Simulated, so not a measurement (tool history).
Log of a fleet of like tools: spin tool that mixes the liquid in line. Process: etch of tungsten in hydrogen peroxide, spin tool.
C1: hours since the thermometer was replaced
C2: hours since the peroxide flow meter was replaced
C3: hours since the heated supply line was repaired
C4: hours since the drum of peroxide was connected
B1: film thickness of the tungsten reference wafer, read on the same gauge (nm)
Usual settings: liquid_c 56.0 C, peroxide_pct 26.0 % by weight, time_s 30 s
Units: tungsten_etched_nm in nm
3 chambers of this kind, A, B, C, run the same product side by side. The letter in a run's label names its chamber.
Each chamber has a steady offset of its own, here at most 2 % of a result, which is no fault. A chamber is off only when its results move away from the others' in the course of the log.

{"run": "1C", "hour": 10.2, "liquid_c": 56.0, "peroxide_pct": 26.0, "time_s": 30, "C1": 243.1, "C2": 68.0, "C3": 819.5, "C4": 208.3, "B1": 129.98, "tungsten_etched_nm": 68.105}
{"run": "2B", "hour": 18.3, "liquid_c": 56.0, "peroxide_pct": 26.0, "time_s": 30, "C1": 357.0, "C2": 830.6, "C3": 2490.3, "C4": 295.1, "B1": 130.01, "tungsten_etched_nm": 68.29}
{"hour": 20.9, "done": "chamber A: thermometer replaced"}
{"run": "3A", "hour": 32.4, "liquid_c": 56.0, "peroxide_pct": 26.0, "time_s": 30, "C1": 11.6, "C2": 631.9, "C3": 1175.4, "C4": 317.4, "B1": 130.0, "tungsten_etched_nm": 66.777}
{"run": "4B", "hour": 48.0, "liquid_c": 56.0, "peroxide_pct": 26.0, "time_s": 30, "C1": 386.7, "C2": 860.3, "C3": 2520.0, "C4": 324.8, "B1": 129.99, "tungsten_etched_nm": 67.34}
{"run": "5C", "hour": 58.2, "liquid_c": 56.0, "peroxide_pct": 26.0, "time_s": 30, "C1": 291.1, "C2": 116.0, "C3": 867.5, "C4": 256.3, "B1": 129.98, "tungsten_etched_nm": 67.259}
{"run": "6A", "hour": 73.7, "liquid_c": 56.0, "peroxide_pct": 26.0, "time_s": 30, "C1": 52.9, "C2": 673.2, "C3": 1216.7, "C4": 358.7, "B1": 129.99, "tungsten_etched_nm": 66.854}
{"run": "7A", "hour": 88.9, "liquid_c": 56.0, "peroxide_pct": 26.0, "time_s": 30, "C1": 68.1, "C2": 688.4, "C3": 1231.9, "C4": 373.9, "B1": 130.02, "tungsten_etched_nm": 66.72}
{"run": "8B", "hour": 103.5, "liquid_c": 56.0, "peroxide_pct": 26.0, "time_s": 30, "C1": 442.2, "C2": 915.8, "C3": 2575.5, "C4": 380.3, "B1": 130.04, "tungsten_etched_nm": 68.327}
{"run": "9C", "hour": 110.6, "liquid_c": 56.0, "peroxide_pct": 26.0, "time_s": 30, "C1": 343.5, "C2": 168.4, "C3": 919.9, "C4": 308.7, "B1": 130.0, "tungsten_etched_nm": 66.719}
{"run": "10B", "hour": 121.8, "liquid_c": 56.0, "peroxide_pct": 26.0, "time_s": 30, "C1": 460.5, "C2": 934.1, "C3": 2593.8, "C4": 398.6, "B1": 130.05, "tungsten_etched_nm": 67.427}
{"run": "11A", "hour": 134.7, "liquid_c": 49.0, "peroxide_pct": 21.5, "time_s": 30, "C1": 113.9, "C2": 734.2, "C3": 1277.7, "C4": 419.7, "B1": 129.99, "tungsten_etched_nm": 39.814}
{"run": "12C", "hour": 144.6, "liquid_c": 49.0, "peroxide_pct": 21.5, "time_s": 30, "C1": 377.5, "C2": 202.4, "C3": 953.9, "C4": 342.7, "B1": 130.03, "tungsten_etched_nm": 39.507}
{"run": "13A", "hour": 159.0, "liquid_c": 49.0, "peroxide_pct": 21.5, "time_s": 30, "C1": 138.2, "C2": 758.5, "C3": 1302.0, "C4": 444.0, "B1": 130.02, "tungsten_etched_nm": 39.896}
{"run": "14B", "hour": 169.6, "liquid_c": 56.0, "peroxide_pct": 26.0, "time_s": 30, "C1": 508.3, "C2": 981.9, "C3": 2641.6, "C4": 446.4, "B1": 130.02, "tungsten_etched_nm": 68.144}
{"run": "15C", "hour": 183.3, "liquid_c": 56.0, "peroxide_pct": 26.0, "time_s": 30, "C1": 416.2, "C2": 241.1, "C3": 992.6, "C4": 381.4, "B1": 130.02, "tungsten_etched_nm": 65.381}
{"run": "16A", "hour": 193.5, "liquid_c": 56.0, "peroxide_pct": 26.0, "time_s": 30, "C1": 172.7, "C2": 793.0, "C3": 1336.5, "C4": 478.5, "B1": 129.98, "tungsten_etched_nm": 66.365}
{"run": "17B", "hour": 201.6, "liquid_c": 56.0, "peroxide_pct": 26.0, "time_s": 30, "C1": 540.3, "C2": 1013.9, "C3": 2673.6, "C4": 478.4, "B1": 129.96, "tungsten_etched_nm": 67.38}
{"run": "18C", "hour": 213.3, "liquid_c": 56.0, "peroxide_pct": 26.0, "time_s": 30, "C1": 446.2, "C2": 271.1, "C3": 1022.6, "C4": 411.4, "B1": 129.99, "tungsten_etched_nm": 65.152}
{"run": "19B", "hour": 226.5, "liquid_c": 56.0, "peroxide_pct": 26.0, "time_s": 30, "C1": 565.2, "C2": 1038.8, "C3": 2698.5, "C4": 503.3, "B1": 129.97, "tungsten_etched_nm": 68.608}
{"hour": 227.6, "done": "chamber B: peroxide flow meter replaced"}
{"hour": 241.3, "done": "chamber B: new drum of peroxide connected"}
{"run": "20C", "hour": 242.4, "liquid_c": 56.0, "peroxide_pct": 26.0, "time_s": 30, "C1": 475.3, "C2": 300.2, "C3": 1051.7, "C4": 440.5, "B1": 130.01, "tungsten_etched_nm": 64.546}
{"run": "21A", "hour": 249.7, "liquid_c": 60.5, "peroxide_pct": 28.5, "time_s": 30, "C1": 228.9, "C2": 849.2, "C3": 1392.7, "C4": 534.7, "B1": 130.01, "tungsten_etched_nm": 90.704}
{"run": "22A", "hour": 258.6, "liquid_c": 60.5, "peroxide_pct": 28.5, "time_s": 30, "C1": 237.8, "C2": 858.1, "C3": 1401.6, "C4": 543.6, "B1": 129.99, "tungsten_etched_nm": 91.021}
{"run": "23B", "hour": 266.4, "liquid_c": 60.5, "peroxide_pct": 28.5, "time_s": 30, "C1": 605.1, "C2": 38.9, "C3": 2738.4, "C4": 25.1, "B1": 130.02, "tungsten_etched_nm": 92.428}
{"run": "24C", "hour": 282.4, "liquid_c": 65.0, "peroxide_pct": 26.0, "time_s": 15, "C1": 515.3, "C2": 340.2, "C3": 1091.7, "C4": 480.5, "B1": 129.99, "tungsten_etched_nm": 54.228}
{"run": "25C", "hour": 292.2, "liquid_c": 65.0, "peroxide_pct": 26.0, "time_s": 15, "C1": 525.1, "C2": 350.0, "C3": 1101.5, "C4": 490.3, "B1": 129.99, "tungsten_etched_nm": 54.394}
{"run": "26B", "hour": 301.5, "liquid_c": 65.0, "peroxide_pct": 26.0, "time_s": 15, "C1": 640.2, "C2": 74.0, "C3": 2773.5, "C4": 60.2, "B1": 129.99, "tungsten_etched_nm": 57.18}
{"run": "27A", "hour": 309.9, "liquid_c": 56.0, "peroxide_pct": 26.0, "time_s": 30, "C1": 289.1, "C2": 909.4, "C3": 1452.9, "C4": 594.9, "B1": 130.01, "tungsten_etched_nm": 66.596}

Next, every chamber runs the same settings. What will each give?
{"run": "28A", "hour": 321.3, "liquid_c": 65.5, "peroxide_pct": 26.0, "time_s": 30, "tungsten_etched_nm": "?"}
{"run": "28B", "hour": 321.3, "liquid_c": 65.5, "peroxide_pct": 26.0, "time_s": 30, "tungsten_etched_nm": "?"}
{"run": "28C", "hour": 321.3, "liquid_c": 65.5, "peroxide_pct": 26.0, "time_s": 30, "tungsten_etched_nm": "?"}

run=28A tungsten_etched_nm=114.780
run=28B tungsten_etched_nm=116.890
run=28C tungsten_etched_nm=111.050
